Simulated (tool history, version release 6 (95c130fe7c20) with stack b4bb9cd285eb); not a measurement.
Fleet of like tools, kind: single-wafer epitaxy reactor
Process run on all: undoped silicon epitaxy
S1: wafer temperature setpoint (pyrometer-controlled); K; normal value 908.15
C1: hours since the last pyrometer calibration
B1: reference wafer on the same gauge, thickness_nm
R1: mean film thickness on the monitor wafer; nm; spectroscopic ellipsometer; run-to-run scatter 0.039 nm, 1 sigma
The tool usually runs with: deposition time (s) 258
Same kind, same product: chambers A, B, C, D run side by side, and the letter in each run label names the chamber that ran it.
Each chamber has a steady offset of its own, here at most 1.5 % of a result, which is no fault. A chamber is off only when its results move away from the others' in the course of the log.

{"run": "1A", "hour": 8.0, "S1": 908.15, "deposition time (s)": 258, "C1": 1860.7, "B1": 26.396, "R1": 31.012}
{"run": "2D", "hour": 16.2, "S1": 908.15, "deposition time (s)": 258, "C1": 209.6, "B1": 26.402, "R1": 31.424}
{"run": "3B", "hour": 27.8, "S1": 908.15, "deposition time (s)": 258, "C1": 744.4, "B1": 26.411, "R1": 31.199}
{"run": "4C", "hour": 40.7, "S1": 908.15, "deposition time (s)": 258, "C1": 981.6, "B1": 26.408, "R1": 30.676}
{"run": "5B", "hour": 51.4, "S1": 908.15, "deposition time (s)": 258, "C1": 768, "B1": 26.405, "R1": 31.183}
{"run": "6A", "hour": 59.9, "S1": 908.15, "deposition time (s)": 258, "C1": 1912.6, "B1": 26.421, "R1": 31.085}
{"run": "7D", "hour": 70.7, "S1": 908.15, "deposition time (s)": 258, "C1": 264.1, "B1": 26.425, "R1": 31.376}
{"run": "8C", "hour": 80.5, "S1": 908.15, "deposition time (s)": 258, "C1": 1021.4, "B1": 26.418, "R1": 30.705}
{"run": "9C", "hour": 91.6, "S1": 908.15, "deposition time (s)": 258, "C1": 1032.5, "B1": 26.426, "R1": 30.659}
{"run": "10A", "hour": 104.9, "S1": 908.15, "deposition time (s)": 258, "C1": 1957.6, "B1": 26.43, "R1": 31.015}
{"run": "11B", "hour": 116.1, "S1": 908.15, "deposition time (s)": 258, "C1": 832.7, "B1": 26.441, "R1": 31.19}
{"run": "12D", "hour": 123.7, "S1": 908.15, "deposition time (s)": 258, "C1": 317.1, "B1": 26.433, "R1": 31.439}
{"run": "13B", "hour": 136.9, "S1": 896.15, "deposition time (s)": 216, "C1": 853.5, "B1": 26.441, "R1": 19.92}
{"run": "14A", "hour": 144.8, "S1": 896.15, "deposition time (s)": 216, "C1": 1997.5, "B1": 26.446, "R1": 19.912}
{"run": "15C", "hour": 152.3, "S1": 896.15, "deposition time (s)": 216, "C1": 1093.2, "B1": 26.449, "R1": 19.616}
{"run": "16D", "hour": 166.2, "S1": 896.15, "deposition time (s)": 216, "C1": 359.6, "B1": 26.447, "R1": 20.013}
{"run": "17D", "hour": 173.4, "S1": 908.15, "deposition time (s)": 258, "C1": 366.8, "B1": 26.457, "R1": 31.537}
{"run": "18C", "hour": 185.6, "S1": 908.15, "deposition time (s)": 258, "C1": 1126.5, "B1": 26.462, "R1": 30.67}
{"run": "19B", "hour": 195.0, "S1": 908.15, "deposition time (s)": 258, "C1": 911.6, "B1": 26.463, "R1": 31.206}
{"run": "20A", "hour": 207.2, "S1": 908.15, "deposition time (s)": 258, "C1": 2059.9, "B1": 26.458, "R1": 31.158}
{"run": "21D", "hour": 218.9, "S1": 908.15, "deposition time (s)": 258, "C1": 412.3, "B1": 26.46, "R1": 31.446}
{"run": "22B", "hour": 228.6, "S1": 908.15, "deposition time (s)": 258, "C1": 945.2, "B1": 26.465, "R1": 31.197}
{"run": "23C", "hour": 237.1, "S1": 908.15, "deposition time (s)": 258, "C1": 1178, "B1": 26.471, "R1": 30.735}
{"run": "24A", "hour": 247.3, "S1": 908.15, "deposition time (s)": 258, "C1": 2100, "B1": 26.474, "R1": 31.162}
{"run": "25B", "hour": 257.1, "S1": 908.15, "deposition time (s)": 258, "C1": 973.7, "B1": 26.478, "R1": 31.24}
{"run": "26D", "hour": 263.2, "S1": 908.15, "deposition time (s)": 258, "C1": 456.6, "B1": 26.475, "R1": 31.478}
{"run": "27C", "hour": 273.3, "S1": 908.15, "deposition time (s)": 258, "C1": 1214.2, "B1": 26.486, "R1": 30.746}
{"run": "28A", "hour": 285.4, "S1": 908.15, "deposition time (s)": 258, "C1": 2138.1, "B1": 26.491, "R1": 31.16}
{"run": "29B", "hour": 294.9, "S1": 908.15, "deposition time (s)": 258, "C1": 1011.5, "B1": 26.493, "R1": 31.276}
{"run": "30A", "hour": 305.6, "S1": 908.15, "deposition time (s)": 258, "C1": 2158.3, "B1": 26.484, "R1": 31.158}
{"run": "31C", "hour": 314.5, "S1": 908.15, "deposition time (s)": 258, "C1": 1255.4, "B1": 26.485, "R1": 30.78}
{"run": "32D", "hour": 326.8, "S1": 895.15, "deposition time (s)": 282, "C1": 520.2, "B1": 26.504, "R1": 25.626}
{"run": "33B", "hour": 337.4, "S1": 895.15, "deposition time (s)": 282, "C1": 1054, "B1": 26.498, "R1": 25.455}
{"run": "34D", "hour": 344.6, "S1": 895.15, "deposition time (s)": 282, "C1": 538, "B1": 26.503, "R1": 25.589}
{"run": "35A", "hour": 356.3, "S1": 895.15, "deposition time (s)": 282, "C1": 2209, "B1": 26.504, "R1": 25.481}
{"run": "36C", "hour": 366.2, "S1": 902.15, "deposition time (s)": 275, "C1": 1307.1, "B1": 26.511, "R1": 28.673}
{"run": "37A", "hour": 378.3, "S1": 902.15, "deposition time (s)": 275, "C1": 2231, "B1": 26.514, "R1": 29.071}
{"run": "38D", "hour": 390.2, "S1": 902.15, "deposition time (s)": 275, "C1": 583.6, "B1": 26.511, "R1": 29.363}
{"run": "39C", "hour": 397.0, "S1": 902.15, "deposition time (s)": 275, "C1": 1337.9, "B1": 26.521, "R1": 28.684}
{"run": "40B", "hour": 406.8, "S1": 899.15, "deposition time (s)": 292, "C1": 1123.4, "B1": 26.526, "R1": 28.9}
{"run": "41C", "hour": 416.3, "S1": 899.15, "deposition time (s)": 292, "C1": 1357.2, "B1": 26.521, "R1": 28.481}
{"run": "42A", "hour": 424.3, "S1": 899.15, "deposition time (s)": 292, "C1": 2277, "B1": 26.529, "R1": 28.863}
{"run": "43B", "hour": 435.1, "S1": 899.15, "deposition time (s)": 292, "C1": 1151.7, "B1": 26.533, "R1": 28.905}
{"run": "44D", "hour": 444.2, "S1": 908.15, "deposition time (s)": 258, "C1": 637.6, "B1": 26.534, "R1": 31.464}

For the next run the whole fleet of 4 chambers uses the same settings. Give each chamber's results:
{"run": "45A", "hour": 454.4, "S1": 908.15, "deposition time (s)": 300, "R1": "?"}
{"run": "45B", "hour": 454.4, "S1": 908.15, "deposition time (s)": 300, "R1": "?"}
{"run": "45C", "hour": 454.4, "S1": 908.15, "deposition time (s)": 300, "R1": "?"}
{"run": "45D", "hour": 454.4, "S1": 908.15, "deposition time (s)": 300, "R1": "?"}

run=45A R1=36.254
run=45B R1=36.422
run=45C R1=35.735
run=45D R1=36.749
